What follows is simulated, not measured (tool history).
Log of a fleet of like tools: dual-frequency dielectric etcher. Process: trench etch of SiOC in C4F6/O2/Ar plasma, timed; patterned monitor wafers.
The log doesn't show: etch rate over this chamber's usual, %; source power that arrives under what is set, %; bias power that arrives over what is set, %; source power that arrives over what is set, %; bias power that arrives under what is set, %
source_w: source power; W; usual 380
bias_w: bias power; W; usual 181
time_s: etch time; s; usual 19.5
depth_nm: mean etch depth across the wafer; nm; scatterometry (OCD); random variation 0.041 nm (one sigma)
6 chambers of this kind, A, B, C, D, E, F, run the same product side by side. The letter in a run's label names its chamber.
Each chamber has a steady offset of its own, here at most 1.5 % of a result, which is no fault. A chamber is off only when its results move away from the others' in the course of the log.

run,hour,source_w,bias_w,time_s,hours since the last wet clean,hours since the last source power generator calibration,hours since the last bias power generator calibration,"read-back reference wafer on the same gauge, depth_nm",depth_nm
1D,7.9,380,181,19.5,459.3,2085.1,2894.2,37.403,39.733
2C,17.3,380,181,19.5,529.4,2124.1,3405.3,37.386,39.596
3A,25.9,380,181,19.5,636.9,1811.6,3459.8,37.387,39.942
4F,35.4,380,181,19.5,394.7,736.5,2557,37.387,39.849
5B,45.8,380,218,19.5,293.5,1507.5,3162.8,37.373,41.653
6E,50.7,380,218,19.5,272.5,192.6,631.2,37.383,42.116
7A,56.3,380,218,19.5,667.3,1842,3490.2,37.37,42.277
8F,65,380,218,19.5,424.3,766.1,2586.6,37.365,42.266
9D,71.9,380,218,19.5,523.3,2149.1,2958.2,37.372,42.168
# hour 76.1: chamber A: wet clean of the chamber
10B,78.2,380,218,19.5,325.9,1539.9,3195.2,37.371,41.652
11C,84,380,181,19.5,596.1,2190.8,3472,37.364,39.618
# hour 88.9: chamber C: wet clean of the chamber
12E,91.4,380,181,19.5,313.2,233.3,671.9,37.363,39.591
13E,101.9,380,181,19.5,323.7,243.8,682.4,37.356,39.559
14F,109.2,380,181,19.5,468.5,810.3,2630.8,37.335,39.74
# hour 110.1: chamber E: wet clean of the chamber
15C,119.5,380,181,19.5,30.7,2226.3,3507.5,37.33,39.498
16D,129.9,380,181,19.5,581.3,2207.1,3016.2,37.34,39.643
17A,139.4,380,181,19.5,63.4,1925.1,3573.3,37.335,39.795
18B,144.3,380,181,19.5,392,1606,3261.3,37.335,39.143
19F,150.9,380,181,19.5,510.2,852,2672.5,37.324,39.734
20B,157.1,380,181,19.5,404.8,1618.8,3274.1,37.328,39.075
21C,163.9,380,181,19.5,75.1,2270.7,3551.9,37.325,39.656
22A,170,380,181,19.5,94,1955.7,3603.9,37.318,39.793
23E,177.7,380,181,19.5,67.7,319.6,758.2,37.312,39.476
# hour 181.6: chamber D: wet clean of the chamber
24D,185.6,380,181,19.5,4,2262.8,3071.9,37.304,39.598
25E,192.1,380,181,19.5,82.1,334,772.6,37.303,39.576
26C,202.6,380,181,19.5,113.8,2309.4,3590.6,37.311,39.513
27B,208.3,380,181,19.5,456,1670,3325.3,37.299,39.068
28A,215.7,380,181,19.5,139.7,2001.4,3649.6,37.302,39.773
# hour 215.9: chamber F: wet clean of the chamber
29F,224.8,380,181,19.5,8.9,925.9,2746.4,37.282,39.661
30D,231.2,380,181,19.5,49.6,2308.4,3117.5,37.291,39.612
31A,237.9,380,181,19.5,161.9,2023.6,3671.8,37.286,39.75
32D,244.6,320,181,19.5,63,2321.8,3130.9,37.278,37.078
33B,250.7,320,181,19.5,498.4,1712.4,3367.7,37.279,36.435
34F,259.2,320,181,19.5,43.3,960.3,2780.8,37.274,37.111
35C,266,320,181,19.5,177.2,2372.8,3654,37.265,36.943
36E,272.9,320,181,19.5,162.9,414.8,853.4,37.266,36.915
37E,280.3,320,181,19.5,170.3,422.2,860.8,37.266,36.97
38C,286.9,380,181,19.5,198.1,2393.7,3674.9,37.261,39.477
39D,297.3,380,181,19.5,115.7,2374.5,3183.6,37.256,39.544
40B,303.5,380,181,19.5,551.2,1765.2,3420.5,37.255,38.973
41F,310.7,380,181,19.5,94.8,1011.8,2832.3,37.249,39.755
42A,319.1,380,181,19.5,243.1,2104.8,3753,37.249,39.754

Is one chamber off against the others, does the gauge drift, or is nothing wrong? If a chamber is off, say which, and what the likeliest cause is.

The gauge drifts, so all chambers seem to drift together. No chamber is off.
Cause: gauge reads low (%) = 0.42.
